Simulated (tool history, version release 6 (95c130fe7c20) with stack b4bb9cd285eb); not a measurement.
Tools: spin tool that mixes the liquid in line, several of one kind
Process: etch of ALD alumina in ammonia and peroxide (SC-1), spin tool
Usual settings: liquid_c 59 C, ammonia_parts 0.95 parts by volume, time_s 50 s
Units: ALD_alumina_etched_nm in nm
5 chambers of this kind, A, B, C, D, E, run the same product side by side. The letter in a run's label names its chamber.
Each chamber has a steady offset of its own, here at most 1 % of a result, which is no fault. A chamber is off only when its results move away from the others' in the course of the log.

run	day	liquid_c	ammonia_parts	time_s	read-back film thickness of the ALD alumina reference wafer, read on the same gauge (nm)	ALD_alumina_etched_nm
1E	0.212	59	0.95	50	59.99	4.1084
2A	0.317	59	0.95	50	60.053	4.12
3C	0.45	59	0.95	50	59.973	4.0624
4D	0.646	59	0.95	50	59.984	4.0353
5B	0.812	59	0.95	50	60.012	4.2018
6B	0.929	59	0.95	50	59.982	4.1538
7A	1.108	59	0.6	25	60.04	1.9608
8C	1.304	59	0.6	25	59.998	1.9353
9E	1.488	59	0.6	25	60.024	1.9785
10D	1.671	59	0.6	25	59.932	1.9892
11B	1.888	59	0.6	25	60.032	1.9707
12E	2.075	59	0.95	50	60.016	4.0348
13C	2.2	59	0.95	50	60.045	4.0758
14A	2.325	59	0.95	50	60.035	4.0345
15D	2.538	59	1.2	50	60.031	4.1544
16B	2.683	59	1.2	50	59.998	4.2962
17E	2.825	59	1.2	50	60.022	4.2086
18C	2.971	59	1.2	50	60.063	4.1791
19D	3.138	59	1.2	50	59.982	4.1441
20A	3.333	59	0.95	50	59.987	3.9813
21E	3.55	59	0.95	50	60.057	4.1211
22C	3.675	59	0.95	50	60.042	4.0607
23A	3.783	53.5	0.95	50	59.993	2.9852
# day 3.971: chamber A: new drum of ammonia solution connected
24D	4	53.5	0.95	50	59.985	3.0331
25B	4.133	53.5	0.95	50	59.952	3.108
26E	4.308	53.5	0.95	50	60.005	3.0741
# day 4.458: chamber B: new drum of ammonia solution connected
27C	4.517	53.5	0.95	50	60.066	3.0444
28B	4.738	59	0.95	50	60.062	4.2181
29D	4.875	59	0.95	50	60.011	4.1201
# day 4.95: chamber E: new drum of ammonia solution connected
# day 5.05: chamber B: thermometer replaced
30A	5.079	59	0.95	50	60.025	3.9077
31B	5.308	59	0.95	50	59.99	4.1181
32C	5.408	59	0.95	50	60.034	4.0715
33E	5.521	59	0.95	50	60.001	4.1621
34A	5.654	59	0.95	50	59.958	3.8478
35D	5.812	59	0.95	50	59.991	4.0336
36B	6.008	59	0.95	50	60.048	4.1949
37C	6.212	59	0.95	50	59.976	3.9946
38E	6.4	59	0.95	50	59.984	4.1131
39D	6.583	59	0.95	50	60.007	4.0951

What goes on in this fleet: one chamber off, a drifting gauge, or nothing beyond the chambers' own small offsets? Name the chamber and the cause, if any.

Chamber A drifts away from the others.
Cause: temperature lost on the way to the wafer (K) = 1.58.
The log may not tell that from: liquid colder than its thermometer reads (K).

Here are 4 candidates for chamber A's next run, each the usual settings with a change, their results left as question marks. Which one brings its results back in line with what the others give on the usual settings?
In line means no further than this from the other chambers' mean on the usual settings: ALD_alumina_etched_nm 0.11 nm
40A-1	6.746	60.5	0.95	50		?
40A-2	6.746	58	0.95	45		?
40A-3	6.746	57.5	0.95	50		?
40A-4	6.746	60.5	0.95	55		?

The other chambers' mean on the usual settings: ALD_alumina_etched_nm 4.1091 nm
run	ALD_alumina_etched_nm
40A-1	4.1142
40A-2	3.2539
40A-3	3.5215
40A-4	4.5256
40A-1 brings the chamber back in line.
